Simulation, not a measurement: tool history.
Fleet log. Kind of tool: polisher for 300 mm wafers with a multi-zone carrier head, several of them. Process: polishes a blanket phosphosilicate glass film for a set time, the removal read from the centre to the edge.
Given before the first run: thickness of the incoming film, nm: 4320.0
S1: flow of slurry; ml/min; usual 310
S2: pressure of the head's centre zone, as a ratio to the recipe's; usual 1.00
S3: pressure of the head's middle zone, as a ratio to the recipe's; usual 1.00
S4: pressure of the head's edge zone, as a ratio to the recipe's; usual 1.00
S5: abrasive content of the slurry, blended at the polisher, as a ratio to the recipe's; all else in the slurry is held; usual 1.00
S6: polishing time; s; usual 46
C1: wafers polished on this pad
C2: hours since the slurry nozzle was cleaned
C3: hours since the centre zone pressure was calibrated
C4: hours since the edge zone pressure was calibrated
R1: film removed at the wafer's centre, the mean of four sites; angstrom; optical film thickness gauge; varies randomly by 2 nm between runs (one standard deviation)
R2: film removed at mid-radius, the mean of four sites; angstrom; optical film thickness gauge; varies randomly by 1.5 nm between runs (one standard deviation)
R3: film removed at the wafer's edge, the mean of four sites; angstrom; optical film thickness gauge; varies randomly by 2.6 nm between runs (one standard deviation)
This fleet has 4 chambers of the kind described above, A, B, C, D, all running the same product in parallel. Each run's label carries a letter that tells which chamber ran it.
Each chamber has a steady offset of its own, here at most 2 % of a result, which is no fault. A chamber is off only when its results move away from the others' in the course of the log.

| run | hour | S1 | S2 | S3 | S4 | S5 | S6 | C1 | C2 | C3 | C4 | R1 | R2 | R3 |
|---|---|---|---|---|---|---|---|---|---|---|---|---|---|---|
| 1B | 6.2 | 310 | 1.00 | 1.00 | 1.00 | 1.00 | 46 | 355 | 311.6 | 178.3 | 315.6 | 2415.3 | 2429.1 | 2394.1 |
| 2A | 10.5 | 310 | 1.00 | 1.00 | 1.00 | 1.00 | 46 | 371 | 265.9 | 460.2 | 1136.7 | 2387.9 | 2404.4 | 2409.6 |
| 3D | 18.7 | 310 | 1.00 | 1.00 | 1.00 | 1.00 | 46 | 564 | 21.9 | 522.5 | 511.3 | 2406.7 | 2354.7 | 2431.2 |
| 4C | 23.9 | 310 | 1.00 | 1.00 | 1.00 | 1.00 | 46 | 895 | 401.8 | 885.6 | 309.6 | 2435.3 | 2389.7 | 2402.3 |
| 5D | 30.7 | 310 | 1.00 | 1.00 | 1.00 | 1.00 | 46 | 755 | 33.9 | 534.5 | 523.3 | 2459.6 | 2362.8 | 2403.4 |
| 6C | 34.6 | 310 | 1.00 | 1.00 | 1.00 | 1.00 | 46 | 1065 | 412.5 | 896.3 | 320.3 | 2463.0 | 2407.3 | 2361.3 |
| 7B | 38.6 | 310 | 1.00 | 1.00 | 1.00 | 1.00 | 46 | 871 | 344.0 | 210.7 | 348.0 | 2400.8 | 2400.2 | 2391.4 |
|  | 41.5 | chamber A: worn pad replaced by a new one |
| 8A | 45.2 | 310 | 1.00 | 1.00 | 1.00 | 1.00 | 46 | 59 | 300.6 | 494.9 | 1171.4 | 2358.3 | 2403.9 | 2372.3 |
| 9D | 51.0 | 310 | 1.00 | 1.00 | 1.00 | 1.00 | 46 | 1078 | 54.2 | 554.8 | 543.6 | 2398.8 | 2398.6 | 2398.3 |
|  | 53.8 | chamber C: worn pad replaced by a new one |
| 10A | 56.2 | 310 | 1.00 | 1.00 | 1.00 | 1.00 | 46 | 234 | 311.6 | 505.9 | 1182.4 | 2354.2 | 2382.7 | 2380.7 |
|  | 57.3 | chamber D: worn pad replaced by a new one |
| 11B | 59.9 | 310 | 1.00 | 1.00 | 1.00 | 1.00 | 46 | 1210 | 365.3 | 232.0 | 369.3 | 2376.4 | 2383.5 | 2369.9 |
|  | 61.9 | chamber B: worn pad replaced by a new one |
| 12C | 64.0 | 310 | 1.00 | 1.00 | 1.00 | 1.00 | 46 | 163 | 441.9 | 925.7 | 349.7 | 2433.6 | 2415.5 | 2416.6 |
| 13A | 70.0 | 310 | 1.00 | 0.95 | 1.00 | 1.00 | 46 | 454 | 325.4 | 519.7 | 1196.2 | 2381.2 | 2303.6 | 2389.8 |
| 14D | 75.3 | 310 | 1.00 | 0.95 | 1.00 | 1.00 | 46 | 287 | 78.5 | 579.1 | 567.9 | 2396.1 | 2300.0 | 2402.9 |
| 15B | 80.4 | 310 | 1.00 | 0.95 | 1.00 | 1.00 | 46 | 295 | 385.8 | 252.5 | 389.8 | 2442.3 | 2294.1 | 2447.0 |
| 16C | 84.5 | 310 | 1.00 | 0.95 | 1.00 | 1.00 | 46 | 489 | 462.4 | 946.2 | 370.2 | 2421.6 | 2285.7 | 2392.5 |
|  | 85.2 | chamber C: edge zone pressure recalibrated |
| 17B | 88.2 | 310 | 1.00 | 1.00 | 1.00 | 1.00 | 46 | 419 | 393.6 | 260.3 | 397.6 | 2420.9 | 2404.2 | 2392.6 |
|  | 89.4 | chamber A: worn pad replaced by a new one |
| 18D | 96.4 | 310 | 0.91 | 1.00 | 1.00 | 1.00 | 46 | 623 | 99.6 | 600.2 | 589.0 | 2201.7 | 2387.4 | 2375.8 |
| 19C | 102.9 | 310 | 0.91 | 1.00 | 1.00 | 1.00 | 46 | 782 | 480.8 | 964.6 | 17.8 | 2219.3 | 2409.9 | 2371.3 |
| 20A | 108.7 | 310 | 0.91 | 1.00 | 1.00 | 1.00 | 46 | 308 | 364.1 | 558.4 | 1234.9 | 2112.2 | 2423.1 | 2342.6 |
| 21C | 113.1 | 310 | 0.91 | 1.00 | 1.00 | 1.00 | 46 | 944 | 491.0 | 974.8 | 28.0 | 2159.6 | 2400.2 | 2380.9 |
| 22A | 121.5 | 310 | 1.00 | 1.00 | 1.00 | 1.00 | 46 | 511 | 376.9 | 571.2 | 1247.7 | 2392.0 | 2431.7 | 2417.0 |
|  | 124.8 | chamber C: worn pad replaced by a new one |
| 23D | 126.4 | 310 | 1.00 | 1.00 | 1.00 | 1.00 | 46 | 1100 | 129.6 | 630.2 | 619.0 | 2470.2 | 2408.6 | 2392.6 |
| 24B | 130.8 | 310 | 1.00 | 1.00 | 1.00 | 1.00 | 46 | 1097 | 436.2 | 302.9 | 440.2 | 2387.1 | 2423.9 | 2406.1 |
|  | 134.0 | chamber D: worn pad replaced by a new one |
| 25B | 138.7 | 310 | 1.00 | 1.00 | 1.05 | 1.15 | 46 | 1222 | 444.1 | 310.8 | 448.1 | 2554.1 | 2567.7 | 2653.0 |
| 26C | 145.0 | 310 | 1.00 | 1.00 | 1.05 | 1.15 | 46 | 322 | 522.9 | 1006.7 | 59.9 | 2584.3 | 2547.3 | 2558.9 |
| 27D | 148.8 | 310 | 1.00 | 1.00 | 1.05 | 1.15 | 46 | 235 | 152.0 | 652.6 | 641.4 | 2664.9 | 2547.3 | 2688.4 |
|  | 149.9 | chamber A: worn pad replaced by a new one |
| 28A | 153.4 | 310 | 1.00 | 1.00 | 1.05 | 1.15 | 46 | 55 | 408.8 | 603.1 | 1279.6 | 2517.6 | 2565.3 | 2618.1 |
| 29B | 159.0 | 310 | 1.00 | 1.00 | 1.00 | 1.00 | 46 | 1545 | 464.4 | 331.1 | 468.4 | 2346.8 | 2398.4 | 2375.4 |
|  | 163.5 | chamber B: worn pad replaced by a new one |
| 30D | 164.2 | 310 | 1.00 | 1.00 | 1.00 | 1.00 | 46 | 480 | 167.4 | 668.0 | 656.8 | 2518.6 | 2385.3 | 2378.9 |
|  | 170.5 | chamber A: edge zone pressure recalibrated |
| 31A | 172.7 | 310 | 1.00 | 1.00 | 1.00 | 1.00 | 46 | 362 | 428.1 | 622.4 | 2.2 | 2340.8 | 2408.6 | 2408.6 |
| 32C | 178.0 | 310 | 1.00 | 1.00 | 1.00 | 1.00 | 46 | 847 | 555.9 | 1039.7 | 92.9 | 2412.2 | 2413.9 | 2412.9 |
| 33A | 183.3 | 310 | 1.00 | 1.00 | 1.00 | 1.00 | 46 | 531 | 438.7 | 633.0 | 12.8 | 2355.9 | 2417.5 | 2370.1 |
| 34D | 187.7 | 310 | 1.00 | 1.00 | 1.00 | 1.00 | 46 | 854 | 190.9 | 691.5 | 680.3 | 2577.8 | 2377.5 | 2447.1 |
|  | 189.6 | chamber C: worn pad replaced by a new one |
|  | 193.2 | chamber A: slurry nozzle cleaned |
| 35C | 195.3 | 310 | 1.00 | 1.00 | 1.00 | 1.00 | 46 | 91 | 573.2 | 1057.0 | 110.2 | 2422.8 | 2398.8 | 2416.8 |
| 36B | 201.7 | 365 | 1.00 | 1.00 | 1.00 | 1.00 | 46 | 607 | 507.1 | 373.8 | 511.1 | 2397.7 | 2439.2 | 2408.5 |
|  | 205.4 | chamber A: worn pad replaced by a new one |
| 37A | 205.8 | 365 | 1.00 | 1.00 | 1.00 | 1.00 | 46 | 7 | 12.7 | 655.5 | 35.3 | 2382.3 | 2427.0 | 2393.0 |

Next, every chamber runs the same settings. What will each give?
| 38A | 211.9 | 310 | 1.00 | 1.00 | 1.00 | 1.00 | 46 |  |  |  |  | ? | ? | ? |
| 38B | 211.9 | 310 | 1.00 | 1.00 | 1.00 | 1.00 | 46 |  |  |  |  | ? | ? | ? |
| 38C | 211.9 | 310 | 1.00 | 1.00 | 1.00 | 1.00 | 46 |  |  |  |  | ? | ? | ? |
| 38D | 211.9 | 310 | 1.00 | 1.00 | 1.00 | 1.00 | 46 |  |  |  |  | ? | ? | ? |

| run | R1 | R2 | R3 |
|---|---|---|---|
| 38A | 2367.9 | 2417.6 | 2341.1 |
| 38B | 2389.3 | 2402.5 | 2376.2 |
| 38C | 2457.6 | 2406.4 | 2382.1 |
| 38D | 2611.0 | 2384.9 | 2380.4 |

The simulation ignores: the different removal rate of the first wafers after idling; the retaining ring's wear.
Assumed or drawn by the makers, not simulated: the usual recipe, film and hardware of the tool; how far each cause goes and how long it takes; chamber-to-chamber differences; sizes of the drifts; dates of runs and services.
